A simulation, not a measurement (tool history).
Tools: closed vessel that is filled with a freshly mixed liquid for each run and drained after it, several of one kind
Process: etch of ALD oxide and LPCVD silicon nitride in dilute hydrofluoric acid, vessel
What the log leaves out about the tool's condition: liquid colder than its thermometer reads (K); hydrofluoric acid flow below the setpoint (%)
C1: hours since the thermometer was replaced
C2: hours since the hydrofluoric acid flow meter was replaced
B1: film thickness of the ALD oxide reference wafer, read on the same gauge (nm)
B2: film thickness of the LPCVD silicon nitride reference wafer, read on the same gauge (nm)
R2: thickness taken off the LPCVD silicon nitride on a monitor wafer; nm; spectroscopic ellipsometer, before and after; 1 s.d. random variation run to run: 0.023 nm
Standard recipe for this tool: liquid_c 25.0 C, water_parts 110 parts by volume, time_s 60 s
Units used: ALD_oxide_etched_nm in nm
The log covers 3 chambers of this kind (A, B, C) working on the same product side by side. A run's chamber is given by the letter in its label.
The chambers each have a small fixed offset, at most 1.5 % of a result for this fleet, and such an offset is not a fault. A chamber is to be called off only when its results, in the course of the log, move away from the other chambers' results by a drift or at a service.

Run 1B, hour 9.0: usual settings; C1 1608.8; C2 1710.6; B1 69.979; B2 109.98. Result: ALD_oxide_etched_nm 15.2390 nm, R2 0.231330 nm.
Run 2C, hour 14.5: usual settings; C1 289.1; C2 616.9; B1 70.011; B2 109.99. Result: ALD_oxide_etched_nm 14.8550 nm, R2 0.233990 nm.
At hour 15.5: chamber A: thermometer replaced.
Run 3A, hour 20.8: usual settings; C1 5.3; C2 139.6; B1 70.031; B2 109.99. Result: ALD_oxide_etched_nm 15.2300 nm, R2 0.264690 nm.
At hour 27.4: chamber B: hydrofluoric acid flow meter replaced.
Run 4B, hour 31.3: usual settings; C1 1631.1; C2 4.0; B1 69.993; B2 110.02. Result: ALD_oxide_etched_nm 15.2310 nm, R2 0.248860 nm.
Run 5C, hour 38.2: usual settings; C1 312.8; C2 640.6; B1 69.985; B2 109.98. Result: ALD_oxide_etched_nm 15.0350 nm, R2 0.230200 nm.
Run 6A, hour 47.4: usual settings but liquid_c 27.0 C, time_s 90 s; C1 31.9; C2 166.2; B1 70.002; B2 109.95. Result: ALD_oxide_etched_nm 24.4460 nm, R2 0.326980 nm.
Run 7A, hour 54.3: usual settings but liquid_c 27.0 C, time_s 90 s; C1 38.8; C2 173.1; B1 70.003; B2 109.97. Result: ALD_oxide_etched_nm 24.3480 nm, R2 0.430830 nm.
Run 8B, hour 66.4: usual settings but liquid_c 27.0 C, time_s 90 s; C1 1666.2; C2 39.1; B1 70.016; B2 110.01. Result: ALD_oxide_etched_nm 24.7740 nm, R2 0.384280 nm.
Run 9C, hour 73.8: usual settings; C1 348.4; C2 676.2; B1 69.986; B2 110.02. Result: ALD_oxide_etched_nm 15.0710 nm, R2 0.214730 nm.
Run 10C, hour 85.6: usual settings but time_s 30 s; C1 360.2; C2 688.0; B1 70.003; B2 109.95. Result: ALD_oxide_etched_nm 7.4996 nm, R2 0.130810 nm.
Run 11B, hour 95.9: usual settings but time_s 30 s; C1 1695.7; C2 68.6; B1 70.011; B2 110.02. Result: ALD_oxide_etched_nm 7.5942 nm, R2 0.128670 nm.
Run 12A, hour 102.9: usual settings but time_s 30 s; C1 87.4; C2 221.7; B1 70.029; B2 110.03. Result: ALD_oxide_etched_nm 7.4790 nm, R2 0.099284 nm.
Run 13B, hour 108.9: usual settings; C1 1708.7; C2 81.6; B1 69.993; B2 110.02. Result: ALD_oxide_etched_nm 15.4330 nm, R2 0.248280 nm.
Run 14A, hour 116.2: usual settings; C1 100.7; C2 235.0; B1 70.003; B2 109.96. Result: ALD_oxide_etched_nm 15.1730 nm, R2 0.258590 nm.
Run 15C, hour 125.4: usual settings; C1 400.0; C2 727.8; B1 69.999; B2 110.03. Result: ALD_oxide_etched_nm 15.2350 nm, R2 0.209080 nm.
Run 16A, hour 136.0: usual settings; C1 120.5; C2 254.8; B1 69.984; B2 110.01. Result: ALD_oxide_etched_nm 15.1270 nm, R2 0.239130 nm.
Run 17C, hour 142.6: usual settings; C1 417.2; C2 745.0; B1 70.002; B2 110.02. Result: ALD_oxide_etched_nm 14.8310 nm, R2 0.278020 nm.
Run 18B, hour 151.2: usual settings; C1 1751.0; C2 123.9; B1 69.995; B2 110.02. Result: ALD_oxide_etched_nm 15.1300 nm, R2 0.227940 nm.
Run 19C, hour 156.8: usual settings; C1 431.4; C2 759.2; B1 69.982; B2 110.01. Result: ALD_oxide_etched_nm 14.8080 nm, R2 0.220940 nm.
Run 20B, hour 163.2: usual settings; C1 1763.0; C2 135.9; B1 69.996; B2 109.95. Result: ALD_oxide_etched_nm 15.1940 nm, R2 0.228390 nm.
Run 21A, hour 175.7: usual settings; C1 160.2; C2 294.5; B1 70.012; B2 110.02. Result: ALD_oxide_etched_nm 15.1910 nm, R2 0.226500 nm.
Run 22A, hour 187.2: usual settings but liquid_c 30.0 C, water_parts 60 parts by volume; C1 171.7; C2 306.0; B1 69.987; B2 110.01. Result: ALD_oxide_etched_nm 36.7650 nm, R2 0.686290 nm.
Run 23C, hour 198.7: usual settings but liquid_c 30.0 C, water_parts 60 parts by volume; C1 473.3; C2 801.1; B1 70.020; B2 110.02. Result: ALD_oxide_etched_nm 36.3540 nm, R2 0.634320 nm.
Run 24B, hour 206.4: usual settings but liquid_c 30.0 C, water_parts 60 parts by volume; C1 1806.2; C2 179.1; B1 69.992; B2 109.99. Result: ALD_oxide_etched_nm 35.9420 nm, R2 0.697560 nm.
Run 25B, hour 212.4: usual settings; C1 1812.2; C2 185.1; B1 69.972; B2 110.07. Result: ALD_oxide_etched_nm 15.0210 nm, R2 0.270470 nm.
Run 26C, hour 220.3: usual settings; C1 494.9; C2 822.7; B1 69.998; B2 109.99. Result: ALD_oxide_etched_nm 14.8730 nm, R2 0.252360 nm.
Run 27A, hour 232.3: usual settings; C1 216.8; C2 351.1; B1 70.012; B2 109.99. Result: ALD_oxide_etched_nm 15.1530 nm, R2 0.252790 nm.
Run 28B, hour 238.6: usual settings but water_parts 155 parts by volume, time_s 45 s; C1 1838.4; C2 211.3; B1 69.986; B2 110.00. Result: ALD_oxide_etched_nm 7.7255 nm, R2 0.124260 nm.
Run 29C, hour 246.0: usual settings but water_parts 155 parts by volume, time_s 45 s; C1 520.6; C2 848.4; B1 70.032; B2 109.98. Result: ALD_oxide_etched_nm 7.4891 nm, R2 0.096036 nm.
Run 30A, hour 253.9: usual settings but water_parts 155 parts by volume, time_s 45 s; C1 238.4; C2 372.7; B1 69.973; B2 110.00. Result: ALD_oxide_etched_nm 7.6380 nm, R2 0.136610 nm.
Run 31A, hour 265.2: usual settings; C1 249.7; C2 384.0; B1 69.976; B2 109.99. Result: ALD_oxide_etched_nm 15.3490 nm, R2 0.244870 nm.
Run 32C, hour 273.8: usual settings; C1 548.4; C2 876.2; B1 70.012; B2 109.99. Result: ALD_oxide_etched_nm 14.8440 nm, R2 0.257560 nm.
Run 33B, hour 282.1: usual settings; C1 1881.9; C2 254.8; B1 69.999; B2 110.03. Result: ALD_oxide_etched_nm 15.1490 nm, R2 0.279950 nm.
Run 34A, hour 292.6: usual settings; C1 277.1; C2 411.4; B1 69.997; B2 110.04. Result: ALD_oxide_etched_nm 15.1340 nm, R2 0.264460 nm.
Run 35B, hour 298.1: usual settings; C1 1897.9; C2 270.8; B1 69.997; B2 109.99. Result: ALD_oxide_etched_nm 15.0560 nm, R2 0.247760 nm.
Run 36C, hour 310.6: usual settings; C1 585.2; C2 913.0; B1 69.988; B2 110.06. Result: ALD_oxide_etched_nm 14.9190 nm, R2 0.254020 nm.
Run 37A, hour 319.5: usual settings but liquid_c 20.5 C, water_parts 130 parts by volume; C1 304.0; C2 438.3; B1 70.010; B2 110.06. Result: ALD_oxide_etched_nm 10.5360 nm, R2 0.147490 nm.
Run 38B, hour 330.7: usual settings but liquid_c 20.5 C, water_parts 130 parts by volume; C1 1930.5; C2 303.4; B1 70.023; B2 109.99. Result: ALD_oxide_etched_nm 10.5300 nm, R2 0.148070 nm.
Run 39C, hour 342.7: usual settings but liquid_c 20.5 C, water_parts 130 parts by volume; C1 617.3; C2 945.1; B1 69.994; B2 110.01. Result: ALD_oxide_etched_nm 10.1690 nm, R2 0.150300 nm.
Run 40B, hour 348.7: usual settings; C1 1948.5; C2 321.4; B1 70.007; B2 109.95. Result: ALD_oxide_etched_nm 14.9770 nm, R2 0.235520 nm.

Does one chamber stand apart from the rest, does the shared gauge drift, or is all well apart from small per-chamber offsets? Give the chamber and the most likely cause, where there is one.

Beyond each chamber's small constant offset nothing stands out, and the gauge stays steady.

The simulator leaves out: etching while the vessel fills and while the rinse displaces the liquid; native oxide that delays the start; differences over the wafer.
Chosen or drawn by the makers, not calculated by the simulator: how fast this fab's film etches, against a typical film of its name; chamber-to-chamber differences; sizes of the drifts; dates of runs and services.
